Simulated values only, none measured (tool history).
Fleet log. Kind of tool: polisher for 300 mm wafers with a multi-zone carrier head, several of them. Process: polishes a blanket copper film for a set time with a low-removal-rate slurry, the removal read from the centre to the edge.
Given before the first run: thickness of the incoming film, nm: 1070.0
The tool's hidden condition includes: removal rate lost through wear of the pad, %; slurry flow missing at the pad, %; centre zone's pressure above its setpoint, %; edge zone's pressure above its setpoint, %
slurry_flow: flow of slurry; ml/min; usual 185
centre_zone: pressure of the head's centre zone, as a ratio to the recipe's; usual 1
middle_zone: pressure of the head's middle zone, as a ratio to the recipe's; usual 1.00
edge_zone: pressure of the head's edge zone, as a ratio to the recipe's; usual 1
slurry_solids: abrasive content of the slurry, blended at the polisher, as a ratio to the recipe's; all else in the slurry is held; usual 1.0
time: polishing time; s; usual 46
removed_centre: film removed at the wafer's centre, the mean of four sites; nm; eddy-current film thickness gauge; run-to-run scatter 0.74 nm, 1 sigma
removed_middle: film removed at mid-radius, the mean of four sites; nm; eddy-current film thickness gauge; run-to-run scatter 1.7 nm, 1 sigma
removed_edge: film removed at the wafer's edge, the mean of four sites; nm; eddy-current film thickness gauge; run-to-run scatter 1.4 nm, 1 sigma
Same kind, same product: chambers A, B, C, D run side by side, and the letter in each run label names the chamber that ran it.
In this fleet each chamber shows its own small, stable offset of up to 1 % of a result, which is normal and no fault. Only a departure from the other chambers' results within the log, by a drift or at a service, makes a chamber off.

run   hour  slurry_flow  centre_zone  middle_zone  edge_zone  slurry_solids  time  wafers polished on this pad  hours since the slurry nozzle was cleaned  hours since the centre zone pressure was calibrated  hours since the edge zone pressure was calibrated  removed_centre  removed_middle  removed_edge
 1D    6.5          185            1         1.00          1            1.0    46                          870                                      332.4                                                630.1                                              778.3          119.73          117.66        121.87
 2C   12.8          185            1         1.00          1            1.0    46                          344                                      201.0                                                256.6                                              269.6          120.45          122.27        119.62
      17.0  -- chamber A: slurry nozzle cleaned
 3B   18.3          185            1         1.00          1            1.0    46                          513                                      220.2                                                 23.6                                              428.9          121.35          117.80        120.83
      20.0  -- chamber D: worn pad replaced by a new one
 4A   24.8          185            1         1.00          1            1.0    46                          625                                        7.9                                                634.7                                              210.2          118.85          118.62        122.89
 5A   31.3          185            1         1.00          1            1.0    46                          694                                       14.4                                                641.2                                              216.7          119.64          121.49        120.69
      35.3  -- chamber B: worn pad replaced by a new one
 6B   38.3          235            1         1.00          1            0.8    46                           31                                      240.2                                                 43.6                                              448.9          117.96          118.06        116.16
 7C   45.1          235            1         1.00          1            0.8    46                          683                                      233.3                                                288.9                                              301.9          118.52          116.88        115.58
      50.0  -- chamber A: worn pad replaced by a new one
 8D   50.7          235            1         1.00          1            0.8    46                          322                                      376.6                                                674.3                                              822.5          116.62          116.58        115.53
 9A   55.9          235            1         1.00          1            0.8    46                           62                                       39.0                                                665.8                                              241.3          117.25          119.51        115.30
      57.7  -- chamber C: worn pad replaced by a new one
10C   63.0          185            1         1.00          1            1.0    46                           55                                      251.2                                                306.8                                              319.8          121.41          120.03        118.37
11B   66.3          185            1         1.00          1            1.0    46                          325                                      268.2                                                 71.6                                              476.9          120.16          123.82        120.92
12D   71.8          185            1         0.94          1            1.0    46                          543                                      397.7                                                695.4                                              843.6          120.71          110.96        119.48
13D   76.9          185            1         0.94          1            1.0    46                          596                                      402.8                                                700.5                                              848.7          119.39          112.86        119.54
14B   82.7          185            1         0.94          1            1.0    46                          497                                      284.6                                                 88.0                                              493.3          120.88          111.44        117.56
15A   89.9          185            1         0.94          1            1.0    46                          418                                       73.0                                                699.8                                              275.3          117.20          115.81        119.78
      90.8  -- chamber D: slurry nozzle cleaned
16C   94.7          185            1         1.00          1            1.0    46                          388                                      282.9                                                338.5                                              351.5          125.26          119.84        117.18
17B   99.2          185            1         1.00          1            1.0    46                          670                                      301.1                                                104.5                                              509.8          121.42          122.43        116.80
      99.6  -- chamber B: worn pad replaced by a new one
     101.6  -- chamber A: edge zone pressure recalibrated
18A  102.9          185            1         1.00          1            1.0    46                          555                                       86.0                                                712.8                                                1.3          117.23          117.87        117.21
19D  106.5          185            1         1.05          1            1.0    46                          907                                       15.7                                                730.1                                              878.3          120.19          123.37        121.28
     109.4  -- chamber D: worn pad replaced by a new one
20C  113.1          185            1         1.05          1            1.0    46                          581                                      301.3                                                356.9                                              369.9          126.23          121.49        118.17
21B  116.4          185            1         1.05          1            1.0    46                          176                                      318.3                                                121.7                                              527.0          120.86          123.06        119.41
22A  119.9          185            1         1.05          1            1.0    46                          733                                      103.0                                                729.8                                               18.3          118.16          125.22        118.67
23C  126.4          185            1         1.00          1            1.0    46                          720                                      314.6                                                370.2                                              383.2          127.16          121.55        120.41
24D  133.6          185            1         1.00          1            1.0    46                          254                                       42.8                                                757.2                                              905.4          120.54          118.66        118.92
25B  139.2          185            1         1.00          1            1.0    46                          415                                      341.1                                                144.5                                              549.8          121.67          117.78        119.65

Decide between three cases: one chamber stands off from its peers, the gauge reading all wafers drifts, or nothing is wrong past each chamber's small offset. Where a chamber is off, say which and what most likely put it there.

One chamber, C, drifts off from the rest bit by bit.
Cause: centre zone's pressure above its setpoint, % = 7.19.

Here are 4 candidates for chamber C's next run, each the usual settings with a change, their results left as question marks. Which one brings its results back in line with what the others give on the usual settings?
Maximum distance from the other chambers' mean on the usual settings for a result to count as in line: removed_centre 2.60 nm; removed_middle 5.90 nm; removed_edge 5.00 nm
26C-1  144.4          190         1.07         0.99       0.97            1.0    46                                                                                                                                                                                               ?               ?             ?
26C-2  144.4          180         0.94         1.01       1.03            1.0    46                                                                                                                                                                                               ?               ?             ?
26C-3  144.4          175         0.90         1.01       1.04            1.0    46                                                                                                                                                                                               ?               ?             ?
26C-4  144.4          195         1.10         0.99       0.96            1.0    46                                                                                                                                                                                               ?               ?             ?

The mean the other chambers reach with the usual settings: removed_centre 119.64 nm; removed_middle 119.34 nm; removed_edge 119.45 nm
  run  removed_centre  removed_middle  removed_edge
26C-1          139.99          120.04        117.76
26C-2          120.50          121.31        120.81
26C-3          114.31          120.79        121.05
26C-4          144.86          120.48        117.45
It is 26C-2 that realigns the chamber with its peers.
